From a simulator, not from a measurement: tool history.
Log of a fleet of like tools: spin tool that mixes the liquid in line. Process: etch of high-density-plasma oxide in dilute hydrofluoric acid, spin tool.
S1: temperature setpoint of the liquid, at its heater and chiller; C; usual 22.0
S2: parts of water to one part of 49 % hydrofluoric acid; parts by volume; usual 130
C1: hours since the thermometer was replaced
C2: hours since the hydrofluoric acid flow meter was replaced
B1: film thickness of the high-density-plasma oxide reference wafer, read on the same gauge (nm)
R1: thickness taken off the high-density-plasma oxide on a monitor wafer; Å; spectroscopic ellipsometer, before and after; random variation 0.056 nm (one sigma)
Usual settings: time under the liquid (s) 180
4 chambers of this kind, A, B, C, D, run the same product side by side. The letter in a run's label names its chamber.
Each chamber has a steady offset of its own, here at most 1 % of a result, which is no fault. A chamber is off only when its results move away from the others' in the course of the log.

run 1A day=0.650 | S1=22.0 S2=130 time_under_the_liquid_(s)=180 | C1=533.6 C2=145.4 | B1=130.05 | R1=85.482
run 2D day=1.233 | S1=22.0 S2=130 time_under_the_liquid_(s)=180 | C1=1312.8 C2=841.9 | B1=130.00 | R1=86.147
run 3C day=1.750 | S1=22.0 S2=130 time_under_the_liquid_(s)=180 | C1=798.5 C2=63.3 | B1=130.04 | R1=85.617
run 4B day=2.362 | S1=22.0 S2=130 time_under_the_liquid_(s)=180 | C1=2631.9 C2=322.4 | B1=130.01 | R1=85.396
run 5D day=2.858 | S1=22.0 S2=130 time_under_the_liquid_(s)=180 | C1=1351.8 C2=880.9 | B1=130.03 | R1=85.826
-- day=3.254 chamber D: thermometer replaced
run 6B day=3.517 | S1=22.0 S2=130 time_under_the_liquid_(s)=180 | C1=2659.6 C2=350.1 | B1=130.01 | R1=86.453
run 7C day=3.938 | S1=22.0 S2=130 time_under_the_liquid_(s)=180 | C1=851.0 C2=115.8 | B1=129.93 | R1=84.810
run 8A day=4.488 | S1=22.0 S2=130 time_under_the_liquid_(s)=180 | C1=625.7 C2=237.5 | B1=129.98 | R1=86.999
run 9D day=4.771 | S1=23.5 S2=180 time_under_the_liquid_(s)=180 | C1=36.4 C2=926.8 | B1=130.02 | R1=61.873
run 10C day=5.179 | S1=23.5 S2=180 time_under_the_liquid_(s)=180 | C1=880.8 C2=145.6 | B1=130.00 | R1=62.260
run 11A day=5.746 | S1=23.5 S2=180 time_under_the_liquid_(s)=180 | C1=655.9 C2=267.7 | B1=129.98 | R1=62.815
run 12B day=6.354 | S1=23.5 S2=180 time_under_the_liquid_(s)=180 | C1=2727.7 C2=418.2 | B1=129.98 | R1=62.643
run 13D day=6.912 | S1=22.0 S2=130 time_under_the_liquid_(s)=180 | C1=87.8 C2=978.2 | B1=130.01 | R1=87.206
run 14C day=7.517 | S1=22.0 S2=130 time_under_the_liquid_(s)=180 | C1=936.9 C2=201.7 | B1=130.01 | R1=85.091
run 15A day=7.950 | S1=22.0 S2=130 time_under_the_liquid_(s)=180 | C1=708.8 C2=320.6 | B1=130.02 | R1=85.110
run 16B day=8.550 | S1=22.0 S2=130 time_under_the_liquid_(s)=180 | C1=2780.4 C2=470.9 | B1=130.02 | R1=84.388
run 17D day=9.033 | S1=22.0 S2=130 time_under_the_liquid_(s)=180 | C1=138.7 C2=1029.1 | B1=130.01 | R1=88.788
run 18B day=9.346 | S1=22.0 S2=130 time_under_the_liquid_(s)=180 | C1=2799.5 C2=490.0 | B1=129.95 | R1=86.312
run 19A day=9.779 | S1=22.0 S2=130 time_under_the_liquid_(s)=180 | C1=752.7 C2=364.5 | B1=130.02 | R1=85.428
run 20C day=10.104 | S1=22.0 S2=130 time_under_the_liquid_(s)=180 | C1=999.0 C2=263.8 | B1=129.96 | R1=85.105
run 21C day=10.512 | S1=22.0 S2=130 time_under_the_liquid_(s)=180 | C1=1008.8 C2=273.6 | B1=129.99 | R1=85.049
run 22A day=11.129 | S1=20.5 S2=130 time_under_the_liquid_(s)=180 | C1=785.1 C2=396.9 | B1=129.95 | R1=80.324
run 23D day=11.458 | S1=20.5 S2=130 time_under_the_liquid_(s)=180 | C1=196.9 C2=1087.3 | B1=129.99 | R1=83.598
run 24B day=11.817 | S1=20.5 S2=130 time_under_the_liquid_(s)=180 | C1=2858.8 C2=549.3 | B1=130.00 | R1=80.543
run 25A day=12.117 | S1=20.5 S2=130 time_under_the_liquid_(s)=180 | C1=808.8 C2=420.6 | B1=129.97 | R1=80.298
run 26C day=12.538 | S1=22.0 S2=130 time_under_the_liquid_(s)=180 | C1=1057.4 C2=322.2 | B1=129.99 | R1=85.746
run 27B day=13.067 | S1=22.0 S2=130 time_under_the_liquid_(s)=180 | C1=2888.8 C2=579.3 | B1=130.01 | R1=85.506
-- day=13.346 chamber B: thermometer replaced
run 28D day=13.442 | S1=22.0 S2=130 time_under_the_liquid_(s)=180 | C1=244.5 C2=1134.9 | B1=129.98 | R1=89.313
run 29A day=14.050 | S1=22.0 S2=130 time_under_the_liquid_(s)=180 | C1=855.2 C2=467.0 | B1=130.00 | R1=85.762
run 30C day=14.654 | S1=22.0 S2=130 time_under_the_liquid_(s)=180 | C1=1108.2 C2=373.0 | B1=130.01 | R1=86.530
run 31D day=15.242 | S1=22.0 S2=130 time_under_the_liquid_(s)=180 | C1=287.7 C2=1178.1 | B1=129.99 | R1=90.155
run 32B day=15.546 | S1=22.0 S2=130 time_under_the_liquid_(s)=180 | C1=52.8 C2=638.8 | B1=130.00 | R1=84.726
run 33B day=15.833 | S1=22.0 S2=80 time_under_the_liquid_(s)=100 | C1=59.7 C2=645.7 | B1=129.96 | R1=81.608
-- day=15.958 chamber C: thermometer replaced
run 34A day=16.492 | S1=22.0 S2=80 time_under_the_liquid_(s)=100 | C1=913.8 C2=525.6 | B1=129.98 | R1=80.634
run 35C day=17.150 | S1=22.0 S2=80 time_under_the_liquid_(s)=100 | C1=28.6 C2=432.9 | B1=130.02 | R1=81.350
run 36D day=17.483 | S1=22.0 S2=80 time_under_the_liquid_(s)=100 | C1=341.5 C2=1231.9 | B1=130.02 | R1=87.339
run 37C day=17.862 | S1=22.0 S2=130 time_under_the_liquid_(s)=180 | C1=45.7 C2=450.0 | B1=129.99 | R1=85.339
run 38B day=18.371 | S1=22.0 S2=130 time_under_the_liquid_(s)=180 | C1=120.6 C2=706.6 | B1=129.99 | R1=85.461
run 39D day=18.821 | S1=22.0 S2=130 time_under_the_liquid_(s)=180 | C1=373.6 C2=1264.0 | B1=129.97 | R1=91.461
run 40A day=19.267 | S1=22.0 S2=130 time_under_the_liquid_(s)=180 | C1=980.4 C2=592.2 | B1=129.99 | R1=85.257

All 4 chambers run these settings next. Forecast each chamber's results:
run 41A day=19.738 | S1=22.0 S2=130 time_under_the_liquid_(s)=180 | R1=?
run 41B day=19.738 | S1=22.0 S2=130 time_under_the_liquid_(s)=180 | R1=?
run 41C day=19.738 | S1=22.0 S2=130 time_under_the_liquid_(s)=180 | R1=?
run 41D day=19.738 | S1=22.0 S2=130 time_under_the_liquid_(s)=180 | R1=?

run=41A R1=85.567
run=41B R1=85.780
run=41C R1=85.284
run=41D R1=92.767
